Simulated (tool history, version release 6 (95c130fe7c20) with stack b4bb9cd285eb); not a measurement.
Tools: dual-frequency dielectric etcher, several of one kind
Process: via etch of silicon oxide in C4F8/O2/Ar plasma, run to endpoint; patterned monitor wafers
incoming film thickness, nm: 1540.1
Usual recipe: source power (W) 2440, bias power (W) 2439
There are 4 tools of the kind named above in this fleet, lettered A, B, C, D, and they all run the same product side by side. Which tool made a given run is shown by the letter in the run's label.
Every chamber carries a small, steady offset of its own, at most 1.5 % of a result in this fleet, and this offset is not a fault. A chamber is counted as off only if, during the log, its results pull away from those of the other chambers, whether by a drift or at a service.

run	hour	source power (W)	bias power (W)	hours since the last wet clean	hours since the last source power generator calibration	hours since the last bias power generator calibration	endpoint time (s)
1A	6.4	2440	2439	480.3	2053	1099.3	266.87
2D	11.5	2440	2439	278.9	3237.4	2113.3	266.05
3C	16.7	2440	2439	500	978.6	880	265.48
4B	22.6	2440	2439	101.2	780.2	92.7	262.18
5D	26.9	2440	2439	294.3	3252.8	2128.7	264.16
6A	32	2440	2439	505.9	2078.6	1124.9	269.28
7B	38.6	2440	2439	117.2	796.2	108.7	261.66
8C	42.9	2110	2242	526.2	1004.8	906.2	287.13
9C	47.7	2110	2242	531	1009.6	911	288.52
10A	51.7	2110	2242	525.6	2098.3	1144.6	293.3
11B	59.8	2110	2242	138.4	817.4	129.9	282.64
12D	67	2440	2439	334.4	3292.9	2168.8	266.22
13B	73.2	2440	2439	151.8	830.8	143.3	264.79
14D	79.5	2440	2439	346.9	3305.4	2181.3	264.28
# hour 81.6: chamber A: wet clean of the chamber
15A	84.7	2440	2439	3.2	2131.3	1177.6	267.8
16C	90.6	2440	2439	573.9	1052.5	953.9	262.71
17C	98.1	2440	2439	581.4	1060	961.4	266.36
18D	105.5	2440	2439	372.9	3331.4	2207.3	264.63
19A	111.6	2440	2982	30.1	2158.2	1204.5	253.02
20B	120.2	2440	2982	198.8	877.8	190.3	244.03
21D	125.3	2440	2982	392.7	3351.2	2227.1	250.47
22B	133.8	2440	2982	212.4	891.4	203.9	246.22
23C	140	2440	2439	623.3	1101.9	1003.3	265.21
24A	145	2440	2663	63.5	2191.6	1237.9	261.82
25B	149.2	2440	2663	227.8	906.8	219.3	257.13
26D	154	2440	2663	421.4	3379.9	2255.8	258.51
27A	160.2	2440	2663	78.7	2206.8	1253.1	260.64
# hour 161.8: chamber C: wet clean of the chamber
28C	166.5	1960	2439	4.7	1128.4	1029.8	286.99
29A	173	1960	2439	91.5	2219.6	1265.9	292.25
30B	177.4	1960	2439	256	935	247.5	287.22
31C	184	1960	2439	22.2	1145.9	1047.3	288.45
32D	191.2	2440	2439	458.6	3417.1	2293	265.08
33A	199.1	2440	2439	117.6	2245.7	1292	267.12
34D	204.8	2860	2841	472.2	3430.7	2306.6	237.2
35C	213.2	2860	2841	51.4	1175.1	1076.5	237.59
36B	217.9	2860	2841	296.5	975.5	288	234.27
37C	223.4	2860	2841	61.6	1185.3	1086.7	234.1
# hour 223.6: chamber D: wet clean of the chamber
38B	231.1	2440	2439	309.7	988.7	301.2	263.03
39A	238.7	2440	2439	157.2	2285.3	1331.6	270.95
40D	245.1	2440	2439	21.6	3471	2346.9	265.58
41C	252.8	2440	2439	91	1214.7	1116.1	262.57
42D	259.5	2440	2439	36	3485.4	2361.3	266.27
43A	268.5	1930	2901	187	2315.1	1361.4	279.95
44B	275.6	1930	2901	354.2	1033.2	345.7	275.11

All 4 chambers run these settings next. Forecast each chamber's results:
45A	282.1	2440	2697				?
45B	282.1	2440	2697				?
45C	282.1	2440	2697				?
45D	282.1	2440	2697				?

run	endpoint time (s)
45A	258.18
45B	253.97
45C	256.16
45D	254.54
